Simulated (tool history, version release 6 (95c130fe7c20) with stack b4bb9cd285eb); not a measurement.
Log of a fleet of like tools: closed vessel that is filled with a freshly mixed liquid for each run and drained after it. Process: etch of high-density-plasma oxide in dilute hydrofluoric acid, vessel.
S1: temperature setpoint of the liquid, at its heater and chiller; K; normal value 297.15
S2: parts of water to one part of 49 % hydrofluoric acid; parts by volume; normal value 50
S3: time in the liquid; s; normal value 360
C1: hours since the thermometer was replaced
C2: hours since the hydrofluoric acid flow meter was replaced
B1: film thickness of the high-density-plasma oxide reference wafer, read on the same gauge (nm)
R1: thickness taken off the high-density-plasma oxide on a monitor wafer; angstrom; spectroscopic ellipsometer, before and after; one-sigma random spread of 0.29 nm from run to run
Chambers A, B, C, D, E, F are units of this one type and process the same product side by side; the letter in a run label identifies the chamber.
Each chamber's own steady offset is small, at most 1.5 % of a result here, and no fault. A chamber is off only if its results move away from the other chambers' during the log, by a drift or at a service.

run	hour	S1	S2	S3	C1	C2	B1	R1
1D	4.1	297.15	50	360	2390.4	681.4	99.998	578.84
2C	9.1	297.15	50	360	230.6	960.3	99.997	575.39
3E	12.7	297.15	50	360	1386.2	46.2	99.990	569.57
4F	16.4	297.15	50	360	846.5	1309.9	99.988	569.86
5B	21.6	297.15	50	360	326.3	52.9	100.010	576.06
6A	24.0	297.15	50	360	342.5	852.1	100.010	570.89
7E	28.7	297.15	50	360	1402.2	62.2	100.010	563.09
8C	31.1	297.15	50	360	252.6	982.3	99.999	568.52
9D	35.4	297.15	50	360	2421.7	712.7	100.010	574.43
10A	38.1	297.15	50	360	356.6	866.2	100.000	574.75
11F	42.5	297.15	50	360	872.6	1336.0	100.010	579.02
12B	47.0	297.15	50	360	351.7	78.3	100.010	576.65
13C	50.3	297.15	50	360	271.8	1001.5	99.998	573.63
14A	53.7	297.15	50	360	372.2	881.8	99.998	571.10
15D	56.4	297.15	50	360	2442.7	733.7	99.988	574.60
16B	59.3	297.15	50	360	364.0	90.6	99.998	578.43
17E	63.3	297.15	50	360	1436.8	96.8	100.010	569.11
18F	67.5	297.15	50	360	897.6	1361.0	100.020	567.42
19A	71.5	299.65	50	360	390.0	899.6	99.996	637.00
20B	74.9	299.65	50	360	379.6	106.2	99.991	646.49
21E	79.3	299.65	50	360	1452.8	112.8	99.999	626.10
22C	83.9	299.65	50	360	305.4	1035.1	99.989	624.58
23F	89.4	299.65	50	360	919.5	1382.9	100.010	634.11
24D	94.1	299.65	50	360	2480.4	771.4	100.010	639.99
25D	98.4	297.15	50	360	2484.7	775.7	100.000	571.32
26A	101.9	297.15	50	360	420.4	930.0	99.994	577.68
# hour 105.5: chamber C: hydrofluoric acid flow meter replaced
27C	105.9	297.15	50	360	327.4	0.5	99.994	568.42
28E	108.6	297.15	50	360	1482.1	142.1	99.976	564.81
29B	111.2	297.15	50	360	415.9	142.5	99.996	583.53
30F	114.1	297.15	50	360	944.2	1407.6	99.999	568.97
31B	116.6	297.15	50	360	421.3	147.9	99.992	582.90
32A	119.1	297.15	50	360	437.6	947.2	100.000	578.37
33D	123.7	297.15	50	360	2510.0	801.0	100.000	575.71
34C	128.1	297.15	50	360	349.6	22.7	100.020	569.17
35E	133.5	297.15	50	360	1507.0	167.0	99.996	562.53
36F	138.6	297.15	50	360	968.7	1432.1	100.000	569.44
37C	142.1	297.15	50	360	363.6	36.7	100.010	567.17
38E	146.5	299.15	50	360	1520.0	180.0	100.000	608.30
39B	150.0	299.15	50	360	454.7	181.3	100.000	635.00

Decide between three cases: one chamber stands off from its peers, the gauge reading all wafers drifts, or nothing is wrong past each chamber's small offset. Where a chamber is off, say which and what most likely put it there.

Little by little, chamber B moves away from the other chambers.
Likeliest cause: liquid hotter than its thermometer reads (K) = 0.723.
With only this log, it may be confused with: hydrofluoric acid flow above the setpoint (%).

Which of the 4 candidates below, each the usual settings with something changed and its results left as question marks, puts chamber B back in line with what the other chambers give on the usual settings?
A result is in line if it is within this distance of the other chambers' mean on the usual settings: R1 10.00 angstrom
40B-1	153.9	295.65	50	360				?
40B-2	153.9	297.15	50	380				?
40B-3	153.9	297.15	50	370				?
40B-4	153.9	297.15	50	350				?

Average result of the remaining chambers running the usual settings: R1 571.00 angstrom
run	R1
40B-1	552.92
40B-2	621.33
40B-3	604.98
40B-4	572.27
40B-4 puts the chamber back in line with the other chambers.
